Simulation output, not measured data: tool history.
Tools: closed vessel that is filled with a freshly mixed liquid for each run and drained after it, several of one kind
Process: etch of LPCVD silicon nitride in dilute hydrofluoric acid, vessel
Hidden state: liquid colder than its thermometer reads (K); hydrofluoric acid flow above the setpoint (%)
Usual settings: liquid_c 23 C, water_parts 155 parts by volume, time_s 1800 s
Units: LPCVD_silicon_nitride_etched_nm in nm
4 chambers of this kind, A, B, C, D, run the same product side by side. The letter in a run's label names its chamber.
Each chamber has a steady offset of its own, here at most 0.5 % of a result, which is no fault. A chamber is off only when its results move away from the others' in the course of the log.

run,hour,liquid_c,water_parts,time_s,hours since the thermometer was replaced,hours since the hydrofluoric acid flow meter was replaced,"read-back film thickness of the LPCVD silicon nitride reference wafer, read on the same gauge (nm)",LPCVD_silicon_nitride_etched_nm
1B,8.1,23,155,1800,280.3,280.6,50.011,5.3121
2C,13.7,23,155,1800,1566.8,264.5,50.001,5.2494
3D,22.5,23,155,1800,238.6,746.6,49.991,5.3054
4A,29.1,23,155,1800,1416.9,485.5,50.004,5.2804
5A,37.7,23,155,1800,1425.5,494.1,49.984,5.299
6D,44.4,23,155,1800,260.5,768.5,50.013,5.2995
7C,54.4,23,155,1800,1607.5,305.2,49.984,5.2862
8B,63.3,23,155,1800,335.5,335.8,49.992,5.268
9A,69.7,23,155,1800,1457.5,526.1,49.998,5.297
10D,75.6,23,155,1800,291.7,799.7,49.983,5.2526
11B,82.5,23,155,1800,354.7,355,49.983,5.2719
12C,88.9,23,155,1800,1642,339.7,50.007,5.3322
13D,95.2,23,155,1800,311.3,819.3,49.966,5.2578
14B,106.1,23,155,1800,378.3,378.6,50.013,5.2708
15A,115.4,23,155,1800,1503.2,571.8,50.022,5.2838
16C,125.3,18,155,2265,1678.4,376.1,50.013,4.7806
17D,132.4,18,155,2265,348.5,856.5,49.99,4.7642
# hour 136.4: chamber C: thermometer replaced
18C,143.3,18,155,2265,6.9,394.1,49.994,4.7386
# hour 147.5: chamber A: hydrofluoric acid flow meter replaced
19B,150.8,18,155,2265,423,423.3,49.971,4.7477
20A,160.4,23,155,1145,1548.2,13,49.996,3.3763
21C,168.2,23,155,1145,31.8,419,50.004,3.3744
22B,179.9,23,155,1145,452.1,452.4,50.005,3.351
23D,189.9,23,155,1145,406,914,49.988,3.372
24A,200.7,23,155,1800,1588.5,53.3,50.003,5.3303
25D,208.6,23,155,1800,424.7,932.7,49.998,5.3101
26B,216.6,23,155,1800,488.8,489.1,49.968,5.289
27A,222.5,23,155,1800,1610.3,75.1,50.017,5.3383
28C,231,23,155,1800,94.6,481.8,50.006,5.2974

Next, every chamber runs the same settings. What will each give?
29A,239.9,23,155,1800,,,,?
29B,239.9,23,155,1800,,,,?
29C,239.9,23,155,1800,,,,?
29D,239.9,23,155,1800,,,,?

run,LPCVD_silicon_nitride_etched_nm
29A,5.3187
29B,5.2436
29C,5.2786
29D,5.3334

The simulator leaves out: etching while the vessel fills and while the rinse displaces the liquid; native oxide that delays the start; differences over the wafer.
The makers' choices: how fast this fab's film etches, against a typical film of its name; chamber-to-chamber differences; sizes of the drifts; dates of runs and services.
